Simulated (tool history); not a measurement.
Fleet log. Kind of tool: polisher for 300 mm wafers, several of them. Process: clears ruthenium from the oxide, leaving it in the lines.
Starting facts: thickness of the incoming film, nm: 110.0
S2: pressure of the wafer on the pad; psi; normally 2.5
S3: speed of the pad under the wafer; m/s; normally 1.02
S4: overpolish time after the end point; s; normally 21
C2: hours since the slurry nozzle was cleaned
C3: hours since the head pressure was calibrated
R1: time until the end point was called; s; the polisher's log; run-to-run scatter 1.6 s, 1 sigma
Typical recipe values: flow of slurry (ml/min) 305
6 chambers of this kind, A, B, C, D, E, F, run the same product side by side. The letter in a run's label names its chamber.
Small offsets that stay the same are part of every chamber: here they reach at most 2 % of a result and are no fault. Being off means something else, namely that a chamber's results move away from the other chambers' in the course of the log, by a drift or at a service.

{"run": "1C", "hour": 4.9, "flow of slurry (ml/min)": 305, "S2": 2.5, "S3": 1.02, "S4": 21, "wafers polished on this pad": 523, "C2": 77.7, "C3": 758.1, "R1": 85.404}
{"run": "2E", "hour": 8.9, "flow of slurry (ml/min)": 305, "S2": 2.5, "S3": 1.02, "S4": 21, "wafers polished on this pad": 249, "C2": 127.4, "C3": 715.5, "R1": 83.33}
{"run": "3D", "hour": 12.9, "flow of slurry (ml/min)": 305, "S2": 2.5, "S3": 1.02, "S4": 21, "wafers polished on this pad": 535, "C2": 270.6, "C3": 726.7, "R1": 87.721}
{"run": "4A", "hour": 18.2, "flow of slurry (ml/min)": 305, "S2": 2.5, "S3": 1.02, "S4": 21, "wafers polished on this pad": 952, "C2": 306.4, "C3": 205.8, "R1": 86.533}
{"hour": 19.6, "done": "chamber D: worn pad replaced by a new one"}
{"run": "5B", "hour": 25.4, "flow of slurry (ml/min)": 305, "S2": 2.5, "S3": 1.02, "S4": 21, "wafers polished on this pad": 752, "C2": 287.7, "C3": 145.7, "R1": 83.211}
{"run": "6F", "hour": 31.7, "flow of slurry (ml/min)": 305, "S2": 2.5, "S3": 1.02, "S4": 21, "wafers polished on this pad": 1164, "C2": 277.8, "C3": 338.6, "R1": 86.316}
{"run": "7F", "hour": 38.0, "flow of slurry (ml/min)": 305, "S2": 2.5, "S3": 1.02, "S4": 21, "wafers polished on this pad": 1210, "C2": 284.1, "C3": 344.9, "R1": 87.3}
{"run": "8D", "hour": 43.5, "flow of slurry (ml/min)": 305, "S2": 2.5, "S3": 1.02, "S4": 21, "wafers polished on this pad": 172, "C2": 301.2, "C3": 757.3, "R1": 84.938}
{"run": "9A", "hour": 47.0, "flow of slurry (ml/min)": 305, "S2": 2.5, "S3": 1.02, "S4": 21, "wafers polished on this pad": 1159, "C2": 335.2, "C3": 234.6, "R1": 86.725}
{"run": "10B", "hour": 50.3, "flow of slurry (ml/min)": 305, "S2": 2.5, "S3": 1.02, "S4": 21, "wafers polished on this pad": 932, "C2": 312.6, "C3": 170.6, "R1": 84.527}
{"hour": 54.5, "done": "chamber C: worn pad replaced by a new one"}
{"run": "11C", "hour": 54.6, "flow of slurry (ml/min)": 305, "S2": 2.5, "S3": 1.02, "S4": 21, "wafers polished on this pad": 0, "C2": 127.4, "C3": 807.8, "R1": 84.551}
{"hour": 59.6, "done": "chamber F: worn pad replaced by a new one"}
{"run": "12E", "hour": 62.2, "flow of slurry (ml/min)": 305, "S2": 2.5, "S3": 1.02, "S4": 21, "wafers polished on this pad": 634, "C2": 180.7, "C3": 768.8, "R1": 85.138}
{"hour": 67.1, "done": "chamber A: worn pad replaced by a new one"}
{"hour": 68.0, "done": "chamber E: worn pad replaced by a new one"}
{"run": "13F", "hour": 69.3, "flow of slurry (ml/min)": 305, "S2": 2.5, "S3": 1.02, "S4": 21, "wafers polished on this pad": 70, "C2": 315.4, "C3": 376.2, "R1": 85.198}
{"run": "14A", "hour": 75.3, "flow of slurry (ml/min)": 245, "S2": 2.5, "S3": 1.02, "S4": 13, "wafers polished on this pad": 59, "C2": 363.5, "C3": 262.9, "R1": 88.795}
{"run": "15D", "hour": 82.4, "flow of slurry (ml/min)": 245, "S2": 2.5, "S3": 1.02, "S4": 13, "wafers polished on this pad": 453, "C2": 340.1, "C3": 796.2, "R1": 87.164}
{"run": "16B", "hour": 88.4, "flow of slurry (ml/min)": 245, "S2": 2.5, "S3": 1.02, "S4": 13, "wafers polished on this pad": 1206, "C2": 350.7, "C3": 208.7, "R1": 88.959}
{"hour": 94.5, "done": "chamber D: worn pad replaced by a new one"}
{"run": "17E", "hour": 96.0, "flow of slurry (ml/min)": 245, "S2": 2.5, "S3": 1.02, "S4": 13, "wafers polished on this pad": 201, "C2": 214.5, "C3": 802.6, "R1": 86.525}
{"run": "18C", "hour": 101.4, "flow of slurry (ml/min)": 245, "S2": 2.5, "S3": 1.02, "S4": 13, "wafers polished on this pad": 338, "C2": 174.2, "C3": 854.6, "R1": 88.207}
{"run": "19C", "hour": 108.8, "flow of slurry (ml/min)": 245, "S2": 2.5, "S3": 1.02, "S4": 13, "wafers polished on this pad": 391, "C2": 181.6, "C3": 862.0, "R1": 88.404}
{"run": "20B", "hour": 116.2, "flow of slurry (ml/min)": 305, "S2": 2.5, "S3": 1.02, "S4": 21, "wafers polished on this pad": 1407, "C2": 378.5, "C3": 236.5, "R1": 87.265}
{"run": "21F", "hour": 123.8, "flow of slurry (ml/min)": 305, "S2": 2.5, "S3": 1.02, "S4": 21, "wafers polished on this pad": 463, "C2": 369.9, "C3": 430.7, "R1": 84.142}
{"run": "22A", "hour": 128.1, "flow of slurry (ml/min)": 305, "S2": 2.5, "S3": 1.02, "S4": 21, "wafers polished on this pad": 439, "C2": 416.3, "C3": 315.7, "R1": 86.513}
{"run": "23D", "hour": 133.8, "flow of slurry (ml/min)": 305, "S2": 2.5, "S3": 1.02, "S4": 21, "wafers polished on this pad": 283, "C2": 391.5, "C3": 847.6, "R1": 84.476}
{"run": "24E", "hour": 141.3, "flow of slurry (ml/min)": 305, "S2": 3.3, "S3": 1.02, "S4": 21, "wafers polished on this pad": 528, "C2": 259.8, "C3": 847.9, "R1": 65.022}
{"run": "25B", "hour": 145.6, "flow of slurry (ml/min)": 305, "S2": 3.3, "S3": 1.02, "S4": 21, "wafers polished on this pad": 1618, "C2": 407.9, "C3": 265.9, "R1": 70.048}
{"run": "26C", "hour": 152.6, "flow of slurry (ml/min)": 305, "S2": 3.3, "S3": 1.02, "S4": 21, "wafers polished on this pad": 707, "C2": 225.4, "C3": 905.8, "R1": 68.088}
{"run": "27A", "hour": 157.7, "flow of slurry (ml/min)": 305, "S2": 3.3, "S3": 1.02, "S4": 21, "wafers polished on this pad": 653, "C2": 445.9, "C3": 345.3, "R1": 65.251}
{"run": "28F", "hour": 161.6, "flow of slurry (ml/min)": 305, "S2": 3.3, "S3": 1.02, "S4": 21, "wafers polished on this pad": 735, "C2": 407.7, "C3": 468.5, "R1": 66.955}
{"run": "29D", "hour": 166.4, "flow of slurry (ml/min)": 305, "S2": 3.3, "S3": 1.02, "S4": 21, "wafers polished on this pad": 518, "C2": 424.1, "C3": 880.2, "R1": 64.453}
{"hour": 168.9, "done": "chamber E: worn pad replaced by a new one"}
{"run": "30E", "hour": 170.8, "flow of slurry (ml/min)": 305, "S2": 2.5, "S3": 1.02, "S4": 21, "wafers polished on this pad": 13, "C2": 289.3, "C3": 877.4, "R1": 85.947}
{"hour": 172.0, "done": "chamber D: slurry nozzle cleaned"}
{"run": "31E", "hour": 174.2, "flow of slurry (ml/min)": 305, "S2": 2.5, "S3": 1.02, "S4": 21, "wafers polished on this pad": 38, "C2": 292.7, "C3": 880.8, "R1": 84.477}
{"run": "32A", "hour": 178.2, "flow of slurry (ml/min)": 305, "S2": 2.5, "S3": 1.02, "S4": 21, "wafers polished on this pad": 801, "C2": 466.4, "C3": 365.8, "R1": 86.449}
{"hour": 180.9, "done": "chamber D: worn pad replaced by a new one"}
{"run": "33D", "hour": 185.3, "flow of slurry (ml/min)": 305, "S2": 2.5, "S3": 1.02, "S4": 21, "wafers polished on this pad": 31, "C2": 13.3, "C3": 899.1, "R1": 84.371}
{"hour": 190.1, "done": "chamber C: worn pad replaced by a new one"}
{"run": "34B", "hour": 192.6, "flow of slurry (ml/min)": 305, "S2": 2.5, "S3": 1.02, "S4": 21, "wafers polished on this pad": 1957, "C2": 454.9, "C3": 312.9, "R1": 93.354}
{"run": "35F", "hour": 197.5, "flow of slurry (ml/min)": 305, "S2": 2.5, "S3": 1.02, "S4": 21, "wafers polished on this pad": 994, "C2": 443.6, "C3": 504.4, "R1": 86.275}
{"run": "36C", "hour": 201.8, "flow of slurry (ml/min)": 305, "S2": 2.5, "S3": 1.02, "S4": 21, "wafers polished on this pad": 84, "C2": 274.6, "C3": 955.0, "R1": 84.285}
{"hour": 202.7, "done": "chamber A: slurry nozzle cleaned"}
{"run": "37C", "hour": 205.2, "flow of slurry (ml/min)": 305, "S2": 2.5, "S3": 1.02, "S4": 21, "wafers polished on this pad": 109, "C2": 278.0, "C3": 958.4, "R1": 86.757}
{"run": "38A", "hour": 212.5, "flow of slurry (ml/min)": 305, "S2": 2.5, "S3": 1.02, "S4": 21, "wafers polished on this pad": 1048, "C2": 9.9, "C3": 400.1, "R1": 88.461}

All 6 chambers run these settings next. Forecast each chamber's results:
{"run": "39A", "hour": 218.0, "flow of slurry (ml/min)": 305, "S2": 2.5, "S3": 1.02, "S4": 21, "R1": "?"}
{"run": "39B", "hour": 218.0, "flow of slurry (ml/min)": 305, "S2": 2.5, "S3": 1.02, "S4": 21, "R1": "?"}
{"run": "39C", "hour": 218.0, "flow of slurry (ml/min)": 305, "S2": 2.5, "S3": 1.02, "S4": 21, "R1": "?"}
{"run": "39D", "hour": 218.0, "flow of slurry (ml/min)": 305, "S2": 2.5, "S3": 1.02, "S4": 21, "R1": "?"}
{"run": "39E", "hour": 218.0, "flow of slurry (ml/min)": 305, "S2": 2.5, "S3": 1.02, "S4": 21, "R1": "?"}
{"run": "39F", "hour": 218.0, "flow of slurry (ml/min)": 305, "S2": 2.5, "S3": 1.02, "S4": 21, "R1": "?"}

run=39A R1=88.007
run=39B R1=96.075
run=39C R1=84.420
run=39D R1=86.071
run=39E R1=84.225
run=39F R1=88.331
